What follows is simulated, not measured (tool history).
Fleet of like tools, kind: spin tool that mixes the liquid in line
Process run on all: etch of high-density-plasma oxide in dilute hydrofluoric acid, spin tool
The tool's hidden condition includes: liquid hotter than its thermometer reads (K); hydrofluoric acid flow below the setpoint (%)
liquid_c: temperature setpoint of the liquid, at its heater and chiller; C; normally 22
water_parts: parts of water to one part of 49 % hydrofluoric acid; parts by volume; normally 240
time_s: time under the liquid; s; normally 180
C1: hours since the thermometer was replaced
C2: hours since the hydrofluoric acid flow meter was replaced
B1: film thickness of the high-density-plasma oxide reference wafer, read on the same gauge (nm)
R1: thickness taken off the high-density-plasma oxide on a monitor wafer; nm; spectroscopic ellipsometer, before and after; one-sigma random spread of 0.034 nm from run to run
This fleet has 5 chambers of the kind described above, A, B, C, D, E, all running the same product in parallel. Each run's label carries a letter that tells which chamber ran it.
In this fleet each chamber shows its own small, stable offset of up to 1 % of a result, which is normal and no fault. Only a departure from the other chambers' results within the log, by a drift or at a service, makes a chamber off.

{"run": "1B", "hour": 6.8, "liquid_c": 22, "water_parts": 240, "time_s": 180, "C1": 754.4, "C2": 135.9, "B1": 130, "R1": 3.4397}
{"run": "2D", "hour": 10.5, "liquid_c": 22, "water_parts": 240, "time_s": 180, "C1": 914.6, "C2": 1784.6, "B1": 129.99, "R1": 3.4118}
{"run": "3A", "hour": 15.0, "liquid_c": 22, "water_parts": 240, "time_s": 180, "C1": 874.2, "C2": 510.9, "B1": 129.99, "R1": 3.2934}
{"run": "4E", "hour": 20.4, "liquid_c": 22, "water_parts": 240, "time_s": 180, "C1": 773.6, "C2": 404.3, "B1": 129.99, "R1": 3.35}
{"run": "5C", "hour": 26.9, "liquid_c": 22, "water_parts": 290, "time_s": 110, "C1": 527.3, "C2": 239.2, "B1": 130.01, "R1": 1.6006}
{"run": "6E", "hour": 32.2, "liquid_c": 22, "water_parts": 290, "time_s": 110, "C1": 785.4, "C2": 416.1, "B1": 130.01, "R1": 1.6033}
{"run": "7A", "hour": 36.8, "liquid_c": 22, "water_parts": 290, "time_s": 110, "C1": 896, "C2": 532.7, "B1": 129.99, "R1": 1.6321}
{"run": "8D", "hour": 42.4, "liquid_c": 22, "water_parts": 290, "time_s": 110, "C1": 946.5, "C2": 1816.5, "B1": 130.02, "R1": 1.6321}
{"run": "9C", "hour": 46.6, "liquid_c": 22, "water_parts": 290, "time_s": 110, "C1": 547, "C2": 258.9, "B1": 130, "R1": 1.6216}
{"run": "10B", "hour": 53.9, "liquid_c": 22, "water_parts": 240, "time_s": 180, "C1": 801.5, "C2": 183, "B1": 130.01, "R1": 3.4261}
{"run": "11A", "hour": 58.5, "liquid_c": 22, "water_parts": 240, "time_s": 180, "C1": 917.7, "C2": 554.4, "B1": 130.01, "R1": 3.327}
{"run": "12E", "hour": 63.5, "liquid_c": 22, "water_parts": 240, "time_s": 180, "C1": 816.7, "C2": 447.4, "B1": 129.99, "R1": 3.3859}
{"run": "13C", "hour": 69.6, "liquid_c": 22, "water_parts": 240, "time_s": 180, "C1": 570, "C2": 281.9, "B1": 130.02, "R1": 3.3748}
{"run": "14B", "hour": 75.3, "liquid_c": 22, "water_parts": 240, "time_s": 180, "C1": 822.9, "C2": 204.4, "B1": 130, "R1": 3.3461}
{"run": "15D", "hour": 80.7, "liquid_c": 22, "water_parts": 130, "time_s": 180, "C1": 984.8, "C2": 1854.8, "B1": 129.99, "R1": 7.0421}
{"run": "16A", "hour": 86.8, "liquid_c": 22, "water_parts": 130, "time_s": 180, "C1": 946, "C2": 582.7, "B1": 129.99, "R1": 6.9041}
{"hour": 91.2, "done": "chamber A: hydrofluoric acid flow meter replaced"}
{"run": "17C", "hour": 91.7, "liquid_c": 22, "water_parts": 130, "time_s": 180, "C1": 592.1, "C2": 304, "B1": 129.98, "R1": 6.9866}
{"run": "18B", "hour": 98.2, "liquid_c": 22, "water_parts": 130, "time_s": 180, "C1": 845.8, "C2": 227.3, "B1": 130.01, "R1": 6.8735}
{"run": "19D", "hour": 103.7, "liquid_c": 22, "water_parts": 130, "time_s": 180, "C1": 1007.8, "C2": 1877.8, "B1": 130.01, "R1": 6.9664}
{"run": "20E", "hour": 109.7, "liquid_c": 24, "water_parts": 240, "time_s": 110, "C1": 862.9, "C2": 493.6, "B1": 130, "R1": 2.2453}
{"run": "21D", "hour": 114.1, "liquid_c": 24, "water_parts": 240, "time_s": 110, "C1": 1018.2, "C2": 1888.2, "B1": 130.02, "R1": 2.1913}
{"run": "22E", "hour": 121.3, "liquid_c": 24, "water_parts": 240, "time_s": 110, "C1": 874.5, "C2": 505.2, "B1": 130.01, "R1": 2.1825}
{"run": "23C", "hour": 125.6, "liquid_c": 24, "water_parts": 240, "time_s": 110, "C1": 626, "C2": 337.9, "B1": 130, "R1": 2.1759}
{"run": "24B", "hour": 132.1, "liquid_c": 24, "water_parts": 240, "time_s": 110, "C1": 879.7, "C2": 261.2, "B1": 130.02, "R1": 2.2322}
{"run": "25A", "hour": 138.5, "liquid_c": 22, "water_parts": 240, "time_s": 180, "C1": 997.7, "C2": 47.3, "B1": 130, "R1": 3.3661}
{"run": "26D", "hour": 142.5, "liquid_c": 22, "water_parts": 240, "time_s": 180, "C1": 1046.6, "C2": 1916.6, "B1": 130, "R1": 3.3236}
{"run": "27E", "hour": 146.9, "liquid_c": 20, "water_parts": 290, "time_s": 180, "C1": 900.1, "C2": 530.8, "B1": 129.99, "R1": 2.479}
{"hour": 152.4, "done": "chamber A: thermometer replaced"}
{"run": "28A", "hour": 154.0, "liquid_c": 20, "water_parts": 290, "time_s": 180, "C1": 1.7, "C2": 62.8, "B1": 130, "R1": 2.4783}
{"run": "29B", "hour": 158.7, "liquid_c": 20, "water_parts": 290, "time_s": 180, "C1": 906.3, "C2": 287.8, "B1": 130.01, "R1": 2.5039}
{"run": "30C", "hour": 164.6, "liquid_c": 20, "water_parts": 290, "time_s": 180, "C1": 665, "C2": 376.9, "B1": 130.01, "R1": 2.4287}
{"run": "31A", "hour": 168.9, "liquid_c": 20, "water_parts": 290, "time_s": 180, "C1": 16.6, "C2": 77.7, "B1": 129.99, "R1": 2.4863}
{"run": "32E", "hour": 174.7, "liquid_c": 22, "water_parts": 240, "time_s": 180, "C1": 927.9, "C2": 558.6, "B1": 129.98, "R1": 3.3948}
{"run": "33D", "hour": 179.1, "liquid_c": 22, "water_parts": 240, "time_s": 180, "C1": 1083.2, "C2": 1953.2, "B1": 129.98, "R1": 3.3945}
{"run": "34C", "hour": 182.7, "liquid_c": 22, "water_parts": 240, "time_s": 180, "C1": 683.1, "C2": 395, "B1": 130.01, "R1": 3.4371}
{"run": "35B", "hour": 186.7, "liquid_c": 22, "water_parts": 240, "time_s": 180, "C1": 934.3, "C2": 315.8, "B1": 130.02, "R1": 3.3656}

For the next run the whole fleet of 5 chambers uses the same settings. Give each chamber's results:
{"run": "36A", "hour": 192.0, "liquid_c": 22, "water_parts": 240, "time_s": 180, "R1": "?"}
{"run": "36B", "hour": 192.0, "liquid_c": 22, "water_parts": 240, "time_s": 180, "R1": "?"}
{"run": "36C", "hour": 192.0, "liquid_c": 22, "water_parts": 240, "time_s": 180, "R1": "?"}
{"run": "36D", "hour": 192.0, "liquid_c": 22, "water_parts": 240, "time_s": 180, "R1": "?"}
{"run": "36E", "hour": 192.0, "liquid_c": 22, "water_parts": 240, "time_s": 180, "R1": "?"}

run=36A R1=3.4093
run=36B R1=3.3578
run=36C R1=3.349
run=36D R1=3.312
run=36E R1=3.3665
